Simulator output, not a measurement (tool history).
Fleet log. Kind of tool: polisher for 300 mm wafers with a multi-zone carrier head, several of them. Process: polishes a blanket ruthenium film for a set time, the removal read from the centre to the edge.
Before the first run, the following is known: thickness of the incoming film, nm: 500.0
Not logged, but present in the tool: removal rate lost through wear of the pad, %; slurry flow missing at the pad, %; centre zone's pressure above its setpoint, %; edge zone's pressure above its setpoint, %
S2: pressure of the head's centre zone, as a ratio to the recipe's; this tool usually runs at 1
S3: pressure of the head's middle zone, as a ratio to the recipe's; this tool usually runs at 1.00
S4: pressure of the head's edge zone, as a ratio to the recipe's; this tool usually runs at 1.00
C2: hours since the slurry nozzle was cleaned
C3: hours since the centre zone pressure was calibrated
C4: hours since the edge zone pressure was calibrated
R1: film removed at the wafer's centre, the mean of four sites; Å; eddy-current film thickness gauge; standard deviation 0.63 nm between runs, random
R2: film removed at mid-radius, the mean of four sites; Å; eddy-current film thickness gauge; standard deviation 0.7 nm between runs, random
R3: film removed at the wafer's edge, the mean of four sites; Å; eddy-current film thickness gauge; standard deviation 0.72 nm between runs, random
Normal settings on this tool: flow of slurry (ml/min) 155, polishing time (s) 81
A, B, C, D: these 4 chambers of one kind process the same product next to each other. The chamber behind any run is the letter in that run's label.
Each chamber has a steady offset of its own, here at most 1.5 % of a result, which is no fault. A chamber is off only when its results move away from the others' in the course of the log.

{"run": "1C", "day": 0.238, "flow of slurry (ml/min)": 155, "S2": 1, "S3": 1.0, "S4": 1.0, "polishing time (s)": 81, "wafers polished on this pad": 637, "C2": 352.8, "C3": 714.6, "C4": 557.5, "R1": 819.67, "R2": 823.57, "R3": 823.32}
{"run": "2D", "day": 0.538, "flow of slurry (ml/min)": 155, "S2": 1, "S3": 1.0, "S4": 1.0, "polishing time (s)": 81, "wafers polished on this pad": 108, "C2": 604.2, "C3": 812.9, "C4": 964.9, "R1": 809.24, "R2": 810.96, "R3": 837.32}
{"run": "3A", "day": 0.779, "flow of slurry (ml/min)": 155, "S2": 1, "S3": 1.0, "S4": 1.0, "polishing time (s)": 81, "wafers polished on this pad": 1083, "C2": 718.9, "C3": 506.9, "C4": 1150.9, "R1": 833.72, "R2": 802.57, "R3": 813.64}
{"run": "4B", "day": 1.129, "flow of slurry (ml/min)": 155, "S2": 1, "S3": 1.0, "S4": 1.0, "polishing time (s)": 81, "wafers polished on this pad": 568, "C2": 261.8, "C3": 632.2, "C4": 761.3, "R1": 829.01, "R2": 838.3, "R3": 820.72}
{"run": "5A", "day": 1.308, "flow of slurry (ml/min)": 155, "S2": 1, "S3": 1.0, "S4": 1.0, "polishing time (s)": 81, "wafers polished on this pad": 1171, "C2": 731.6, "C3": 519.6, "C4": 1163.6, "R1": 825.89, "R2": 808.09, "R3": 820.28}
{"day": 1.5, "done": "chamber A: worn pad replaced by a new one"}
{"run": "6C", "day": 1.546, "flow of slurry (ml/min)": 155, "S2": 1, "S3": 1.0, "S4": 1.0, "polishing time (s)": 81, "wafers polished on this pad": 855, "C2": 384.2, "C3": 746.0, "C4": 588.9, "R1": 816.05, "R2": 818.14, "R3": 809.16}
{"run": "7B", "day": 1.896, "flow of slurry (ml/min)": 155, "S2": 1, "S3": 1.0, "S4": 1.0, "polishing time (s)": 81, "wafers polished on this pad": 696, "C2": 280.2, "C3": 650.6, "C4": 779.7, "R1": 818.96, "R2": 835.99, "R3": 817.2}
{"run": "8D", "day": 2.158, "flow of slurry (ml/min)": 155, "S2": 1, "S3": 1.0, "S4": 1.0, "polishing time (s)": 81, "wafers polished on this pad": 377, "C2": 643.1, "C3": 851.8, "C4": 1003.8, "R1": 817.72, "R2": 819.13, "R3": 816.03}
{"run": "9A", "day": 2.425, "flow of slurry (ml/min)": 155, "S2": 1, "S3": 1.0, "S4": 1.0, "polishing time (s)": 81, "wafers polished on this pad": 154, "C2": 758.4, "C3": 546.4, "C4": 1190.4, "R1": 825.74, "R2": 811.8, "R3": 810.09}
{"run": "10C", "day": 2.646, "flow of slurry (ml/min)": 155, "S2": 1, "S3": 1.0, "S4": 1.0, "polishing time (s)": 81, "wafers polished on this pad": 1038, "C2": 410.6, "C3": 772.4, "C4": 615.3, "R1": 827.99, "R2": 820.98, "R3": 830.28}
{"day": 2.671, "done": "chamber C: worn pad replaced by a new one"}
{"day": 2.692, "done": "chamber A: slurry nozzle cleaned"}
{"run": "11D", "day": 2.862, "flow of slurry (ml/min)": 155, "S2": 1, "S3": 1.0, "S4": 1.0, "polishing time (s)": 81, "wafers polished on this pad": 494, "C2": 660.0, "C3": 868.7, "C4": 1020.7, "R1": 828.1, "R2": 820.86, "R3": 825.03}
{"run": "12B", "day": 3.225, "flow of slurry (ml/min)": 155, "S2": 1, "S3": 1.08, "S4": 0.95, "polishing time (s)": 81, "wafers polished on this pad": 917, "C2": 312.1, "C3": 682.5, "C4": 811.6, "R1": 815.38, "R2": 884.47, "R3": 795.66}
{"run": "13D", "day": 3.483, "flow of slurry (ml/min)": 155, "S2": 1, "S3": 1.08, "S4": 0.95, "polishing time (s)": 81, "wafers polished on this pad": 598, "C2": 674.9, "C3": 883.6, "C4": 1035.6, "R1": 825.8, "R2": 888.09, "R3": 794.4}
{"run": "14B", "day": 3.675, "flow of slurry (ml/min)": 155, "S2": 1, "S3": 1.08, "S4": 0.95, "polishing time (s)": 81, "wafers polished on this pad": 992, "C2": 322.9, "C3": 693.3, "C4": 822.4, "R1": 821.74, "R2": 898.96, "R3": 797.57}
{"run": "15A", "day": 3.996, "flow of slurry (ml/min)": 155, "S2": 1, "S3": 1.08, "S4": 0.95, "polishing time (s)": 81, "wafers polished on this pad": 415, "C2": 31.3, "C3": 584.1, "C4": 1228.1, "R1": 834.97, "R2": 873.63, "R3": 793.36}
{"run": "16C", "day": 4.312, "flow of slurry (ml/min)": 185, "S2": 1, "S3": 1.0, "S4": 1.0, "polishing time (s)": 81, "wafers polished on this pad": 273, "C2": 450.6, "C3": 812.4, "C4": 655.3, "R1": 849.44, "R2": 847.92, "R3": 844.86}
{"run": "17B", "day": 4.496, "flow of slurry (ml/min)": 185, "S2": 1, "S3": 1.0, "S4": 1.0, "polishing time (s)": 81, "wafers polished on this pad": 1128, "C2": 342.6, "C3": 713.0, "C4": 842.1, "R1": 849.27, "R2": 868.31, "R3": 824.49}
{"day": 4.608, "done": "chamber D: slurry nozzle cleaned"}
{"run": "18D", "day": 4.8, "flow of slurry (ml/min)": 185, "S2": 1, "S3": 1.0, "S4": 1.0, "polishing time (s)": 81, "wafers polished on this pad": 817, "C2": 4.6, "C3": 915.2, "C4": 1067.2, "R1": 842.62, "R2": 838.29, "R3": 846.62}
{"day": 4.904, "done": "chamber B: worn pad replaced by a new one"}
{"run": "19A", "day": 4.992, "flow of slurry (ml/min)": 185, "S2": 1, "S3": 1.0, "S4": 1.0, "polishing time (s)": 81, "wafers polished on this pad": 580, "C2": 55.2, "C3": 608.0, "C4": 1252.0, "R1": 860.17, "R2": 840.82, "R3": 832.05}
{"run": "20C", "day": 5.162, "flow of slurry (ml/min)": 155, "S2": 1, "S3": 1.0, "S4": 1.0, "polishing time (s)": 81, "wafers polished on this pad": 414, "C2": 471.0, "C3": 832.8, "C4": 675.7, "R1": 822.99, "R2": 817.6, "R3": 816.26}
{"day": 5.342, "done": "chamber A: edge zone pressure recalibrated"}
{"run": "21D", "day": 5.4, "flow of slurry (ml/min)": 155, "S2": 1, "S3": 1.0, "S4": 1.0, "polishing time (s)": 81, "wafers polished on this pad": 917, "C2": 19.0, "C3": 929.6, "C4": 1081.6, "R1": 830.63, "R2": 811.91, "R3": 821.58}
{"run": "22C", "day": 5.583, "flow of slurry (ml/min)": 155, "S2": 1, "S3": 1.0, "S4": 1.0, "polishing time (s)": 81, "wafers polished on this pad": 484, "C2": 481.1, "C3": 842.9, "C4": 685.8, "R1": 814.56, "R2": 829.94, "R3": 821.23}
{"day": 5.779, "done": "chamber B: centre zone pressure recalibrated"}
{"run": "23A", "day": 5.833, "flow of slurry (ml/min)": 155, "S2": 1, "S3": 1.0, "S4": 1.0, "polishing time (s)": 81, "wafers polished on this pad": 720, "C2": 75.4, "C3": 628.2, "C4": 11.8, "R1": 828.31, "R2": 810.78, "R3": 811.06}
{"run": "24B", "day": 6.092, "flow of slurry (ml/min)": 155, "S2": 1, "S3": 1.0, "S4": 1.0, "polishing time (s)": 81, "wafers polished on this pad": 197, "C2": 380.9, "C3": 7.6, "C4": 880.4, "R1": 828.73, "R2": 827.39, "R3": 819.54}

All chambers now run identical settings, listed one chamber a line with results as question marks. What results will each chamber show?
{"run": "25A", "day": 6.367, "flow of slurry (ml/min)": 155, "S2": 1, "S3": 1.0, "S4": 1.0, "polishing time (s)": 81, "R1": "?", "R2": "?", "R3": "?"}
{"run": "25B", "day": 6.367, "flow of slurry (ml/min)": 155, "S2": 1, "S3": 1.0, "S4": 1.0, "polishing time (s)": 81, "R1": "?", "R2": "?", "R3": "?"}
{"run": "25C", "day": 6.367, "flow of slurry (ml/min)": 155, "S2": 1, "S3": 1.0, "S4": 1.0, "polishing time (s)": 81, "R1": "?", "R2": "?", "R3": "?"}
{"run": "25D", "day": 6.367, "flow of slurry (ml/min)": 155, "S2": 1, "S3": 1.0, "S4": 1.0, "polishing time (s)": 81, "R1": "?", "R2": "?", "R3": "?"}

run=25A R1=821.99 R2=818.20 R3=813.11
run=25B R1=821.80 R2=827.88 R3=823.29
run=25C R1=826.74 R2=818.27 R3=819.02
run=25D R1=823.16 R2=820.99 R3=824.08
